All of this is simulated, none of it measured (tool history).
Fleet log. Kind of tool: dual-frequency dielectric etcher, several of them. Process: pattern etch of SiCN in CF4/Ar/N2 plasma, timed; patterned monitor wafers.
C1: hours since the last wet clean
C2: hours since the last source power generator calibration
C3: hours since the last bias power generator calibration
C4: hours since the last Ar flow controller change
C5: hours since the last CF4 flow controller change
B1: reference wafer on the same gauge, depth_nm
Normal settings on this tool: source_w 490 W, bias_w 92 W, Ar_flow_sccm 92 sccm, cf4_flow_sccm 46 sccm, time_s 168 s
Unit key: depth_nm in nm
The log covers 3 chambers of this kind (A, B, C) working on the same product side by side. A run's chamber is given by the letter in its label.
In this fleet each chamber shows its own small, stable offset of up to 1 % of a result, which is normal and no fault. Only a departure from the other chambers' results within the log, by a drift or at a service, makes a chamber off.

Run 1B, day 0.4: usual settings; C1 437; C2 63.4; C3 229.4; C4 1195.2; C5 2579.2; B1 186.03. Result: depth_nm 161.8 nm.
Run 2C, day 0.758: usual settings; C1 557.6; C2 1085.1; C3 601; C4 1682.5; C5 1356.1; B1 185.82. Result: depth_nm 161.63 nm.
Run 3A, day 1.125: usual settings; C1 131.3; C2 3701.3; C3 146.6; C4 2505.2; C5 2989.4; B1 186.09. Result: depth_nm 160.27 nm.
Run 4B, day 1.438: usual settings; C1 461.9; C2 88.3; C3 254.3; C4 1220.1; C5 2604.1; B1 185.91. Result: depth_nm 160.63 nm.
Run 5A, day 1.692: usual settings; C1 144.9; C2 3714.9; C3 160.2; C4 2518.8; C5 3003; B1 185.92. Result: depth_nm 160.38 nm.
Run 6C, day 2.071: usual settings; C1 589.1; C2 1116.6; C3 632.5; C4 1714; C5 1387.6; B1 186.16. Result: depth_nm 159.32 nm.
Run 7C, day 2.308: usual settings; C1 594.8; C2 1122.3; C3 638.2; C4 1719.7; C5 1393.3; B1 185.92. Result: depth_nm 160.28 nm.
At day 2.529: chamber C: wet clean of the chamber.
Run 8B, day 2.571: usual settings; C1 489.1; C2 115.5; C3 281.5; C4 1247.3; C5 2631.3; B1 186.15. Result: depth_nm 160.74 nm.
At day 2.738: chamber A: Ar flow controller replaced.
Run 9A, day 2.967: usual settings; C1 175.5; C2 3745.5; C3 190.8; C4 5.6; C5 3033.6; B1 185.99. Result: depth_nm 161.24 nm.
Run 10C, day 3.2: usual settings; C1 16.2; C2 1143.7; C3 659.6; C4 1741.1; C5 1414.7; B1 185.96. Result: depth_nm 163.21 nm.
Run 11B, day 3.4: usual settings; C1 509; C2 135.4; C3 301.4; C4 1267.2; C5 2651.2; B1 185.77. Result: depth_nm 162.14 nm.
Run 12A, day 3.788: usual settings but bias_w 78 W, Ar_flow_sccm 110 sccm; C1 195.2; C2 3765.2; C3 210.5; C4 25.3; C5 3053.3; B1 185.9. Result: depth_nm 145.9 nm.
Run 13B, day 4.054: usual settings but bias_w 78 W, Ar_flow_sccm 110 sccm; C1 524.7; C2 151.1; C3 317.1; C4 1282.9; C5 2666.9; B1 186.11. Result: depth_nm 146.84 nm.
Run 14A, day 4.45: usual settings but bias_w 78 W, Ar_flow_sccm 110 sccm; C1 211.1; C2 3781.1; C3 226.4; C4 41.2; C5 3069.2; B1 186.12. Result: depth_nm 146.83 nm.
Run 15C, day 4.683: usual settings; C1 51.8; C2 1179.3; C3 695.2; C4 1776.7; C5 1450.3; B1 186. Result: depth_nm 162.22 nm.
Run 16A, day 4.983: usual settings; C1 223.9; C2 3793.9; C3 239.2; C4 54; C5 3082; B1 185.83. Result: depth_nm 159.62 nm.
Run 17C, day 5.254: usual settings; C1 65.5; C2 1193; C3 708.9; C4 1790.4; C5 1464; B1 185.87. Result: depth_nm 161.98 nm.
Run 18B, day 5.629: usual settings; C1 562.5; C2 188.9; C3 354.9; C4 1320.7; C5 2704.7; B1 186.17. Result: depth_nm 163.09 nm.
Run 19C, day 5.812: usual settings; C1 78.9; C2 1206.4; C3 722.3; C4 1803.8; C5 1477.4; B1 186.11. Result: depth_nm 163.31 nm.
At day 5.912: chamber B: wet clean of the chamber.
Run 20B, day 6.196: usual settings but bias_w 110 W, cf4_flow_sccm 56 sccm; C1 6.9; C2 202.5; C3 368.5; C4 1334.3; C5 2718.3; B1 186.13. Result: depth_nm 177.64 nm.
Run 21A, day 6.458: usual settings but bias_w 110 W, cf4_flow_sccm 56 sccm; C1 259.3; C2 3829.3; C3 274.6; C4 89.4; C5 3117.4; B1 185.75. Result: depth_nm 176.35 nm.
Run 22C, day 6.738: usual settings but bias_w 110 W, cf4_flow_sccm 56 sccm; C1 101.1; C2 1228.6; C3 744.5; C4 1826; C5 1499.6; B1 185.9. Result: depth_nm 182.71 nm.
Run 23B, day 7.121: usual settings; C1 29.1; C2 224.7; C3 390.7; C4 1356.5; C5 2740.5; B1 185.8. Result: depth_nm 161.66 nm.
Run 24A, day 7.379: usual settings but cf4_flow_sccm 41 sccm; C1 281.4; C2 3851.4; C3 296.7; C4 111.5; C5 3139.5; B1 186.2. Result: depth_nm 157.83 nm.
Run 25B, day 7.638: usual settings but cf4_flow_sccm 41 sccm; C1 41.5; C2 237.1; C3 403.1; C4 1368.9; C5 2752.9; B1 185.99. Result: depth_nm 157.13 nm.
Run 26C, day 8.033: usual settings but cf4_flow_sccm 41 sccm; C1 132.2; C2 1259.7; C3 775.6; C4 1857.1; C5 1530.7; B1 186.06. Result: depth_nm 161.49 nm.
Run 27A, day 8.25: usual settings; C1 302.3; C2 3872.3; C3 317.6; C4 132.4; C5 3160.4; B1 185.95. Result: depth_nm 159.88 nm.
Run 28B, day 8.5: usual settings; C1 62.2; C2 257.8; C3 423.8; C4 1389.6; C5 2773.6; B1 186.09. Result: depth_nm 162.3 nm.
Run 29A, day 8.804: usual settings; C1 315.6; C2 3885.6; C3 330.9; C4 145.7; C5 3173.7; B1 185.65. Result: depth_nm 160.19 nm.
Run 30C, day 9.008: usual settings; C1 155.6; C2 1283.1; C3 799; C4 1880.5; C5 1554.1; B1 185.7. Result: depth_nm 166.23 nm.
Run 31C, day 9.338: usual settings; C1 163.5; C2 1291; C3 806.9; C4 1888.4; C5 1562; B1 186.15. Result: depth_nm 166.4 nm.
Run 32A, day 9.662: usual settings but Ar_flow_sccm 82 sccm; C1 336.2; C2 3906.2; C3 351.5; C4 166.3; C5 3194.3; B1 186.15. Result: depth_nm 164.11 nm.
Run 33B, day 9.933: usual settings but Ar_flow_sccm 82 sccm; C1 96.6; C2 292.2; C3 458.2; C4 1424; C5 2808; B1 186.06. Result: depth_nm 166.25 nm.
Run 34C, day 10.142: usual settings but Ar_flow_sccm 82 sccm; C1 182.8; C2 1310.3; C3 826.2; C4 1907.7; C5 1581.3; B1 185.97. Result: depth_nm 169.29 nm.
Run 35B, day 10.492: usual settings but source_w 370 W, Ar_flow_sccm 74 sccm; C1 110; C2 305.6; C3 471.6; C4 1437.4; C5 2821.4; B1 185.86. Result: depth_nm 130.52 nm.
Run 36A, day 10.717: usual settings but source_w 370 W, Ar_flow_sccm 74 sccm; C1 361.5; C2 3931.5; C3 376.8; C4 191.6; C5 3219.6; B1 185.63. Result: depth_nm 129.54 nm.
Run 37A, day 10.9: usual settings but source_w 370 W, Ar_flow_sccm 74 sccm; C1 365.9; C2 3935.9; C3 381.2; C4 196; C5 3224; B1 185.93. Result: depth_nm 130.32 nm.

For the next run the whole fleet of 3 chambers uses the same settings. Give each chamber's results:
Run 38A, day 11.196: usual settings but bias_w 70 W. Result: depth_nm ?.
Run 38B, day 11.196: usual settings but bias_w 70 W. Result: depth_nm ?.
Run 38C, day 11.196: usual settings but bias_w 70 W. Result: depth_nm ?.

run  depth_nm
38A    143.91
38B    148.36
38C    150.65

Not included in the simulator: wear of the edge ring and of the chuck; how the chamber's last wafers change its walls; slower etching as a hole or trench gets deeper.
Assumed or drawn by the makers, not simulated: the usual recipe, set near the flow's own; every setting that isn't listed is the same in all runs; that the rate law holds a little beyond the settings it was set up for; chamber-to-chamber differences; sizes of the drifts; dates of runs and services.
